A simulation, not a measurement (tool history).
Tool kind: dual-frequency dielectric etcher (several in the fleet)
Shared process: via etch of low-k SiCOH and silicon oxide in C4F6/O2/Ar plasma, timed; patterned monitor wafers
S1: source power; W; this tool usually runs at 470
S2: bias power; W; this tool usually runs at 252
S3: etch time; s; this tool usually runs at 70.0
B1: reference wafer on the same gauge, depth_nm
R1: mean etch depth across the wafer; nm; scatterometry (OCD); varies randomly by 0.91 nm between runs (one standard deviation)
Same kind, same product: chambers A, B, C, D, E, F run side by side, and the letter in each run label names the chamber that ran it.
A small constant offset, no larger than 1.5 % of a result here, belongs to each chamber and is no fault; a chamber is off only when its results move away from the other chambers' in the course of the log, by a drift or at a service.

run,hour,S1,S2,S3,B1,R1
1D,3.5,470,252,70.0,197.03,234.45
2B,7.8,470,252,70.0,197.02,230.20
# hour 13.4: chamber D: wet clean of the chamber
3C,14.2,470,252,70.0,197.24,228.65
4F,17.2,470,252,70.0,197.07,232.47
5E,23.4,470,252,70.0,197.15,233.00
# hour 24.2: chamber F: wet clean of the chamber
# hour 24.3: chamber A: wet clean of the chamber
6A,29.3,470,252,90.0,196.89,296.92
7C,35.6,470,252,90.0,197.12,296.79
8F,40.6,470,252,90.0,196.96,299.50
9A,44.2,470,252,90.0,196.93,297.11
10E,50.4,470,252,90.0,196.96,299.80
11B,55.8,470,252,90.0,196.88,297.16
12D,59.2,470,252,70.0,196.98,233.82
13D,64.5,470,252,70.0,197.09,232.81
14C,69.6,470,252,70.0,196.99,230.97
15A,75.3,470,252,70.0,196.99,230.48
16F,78.5,510,252,56.0,197.06,193.74
17B,85.3,510,252,56.0,197.02,191.52
18E,90.3,510,252,56.0,196.90,192.69
19A,94.0,510,252,56.0,197.09,189.39
20F,100.5,510,252,56.0,196.86,193.06
# hour 103.0: chamber C: wet clean of the chamber
21B,105.0,510,252,56.0,197.12,191.00
22E,110.1,470,252,70.0,196.92,233.02
23C,113.3,470,252,70.0,196.99,242.46
24D,118.6,470,252,70.0,197.15,233.26
25D,125.0,470,252,70.0,197.28,234.66
26E,128.8,470,252,70.0,197.13,234.34
27F,132.1,470,252,70.0,197.25,235.19
# hour 134.2: chamber D: source power generator calibrated
28C,135.3,470,252,70.0,197.14,241.46
29B,142.0,470,252,70.0,197.03,230.97
30A,148.7,470,252,70.0,196.96,230.62
# hour 151.4: chamber E: wet clean of the chamber
31F,155.1,470,252,70.0,196.96,234.32
32E,160.4,470,252,79.0,197.27,261.51
33B,163.7,470,252,79.0,196.90,260.73
34C,166.8,470,252,79.0,197.27,273.53
35A,173.6,470,252,79.0,197.09,259.01
36D,178.4,470,252,79.0,196.94,265.04
37A,184.0,470,252,79.0,196.91,259.96
38C,189.9,470,252,70.0,197.11,242.53
39B,193.9,470,279,70.0,196.92,239.21

Next, every chamber runs the same settings. What will each give?
40A,198.8,470,252,82.5,,?
40B,198.8,470,252,82.5,,?
40C,198.8,470,252,82.5,,?
40D,198.8,470,252,82.5,,?
40E,198.8,470,252,82.5,,?
40F,198.8,470,252,82.5,,?

run,R1
40A,272.50
40B,269.82
40C,285.43
40D,277.34
40E,275.05
40F,274.89

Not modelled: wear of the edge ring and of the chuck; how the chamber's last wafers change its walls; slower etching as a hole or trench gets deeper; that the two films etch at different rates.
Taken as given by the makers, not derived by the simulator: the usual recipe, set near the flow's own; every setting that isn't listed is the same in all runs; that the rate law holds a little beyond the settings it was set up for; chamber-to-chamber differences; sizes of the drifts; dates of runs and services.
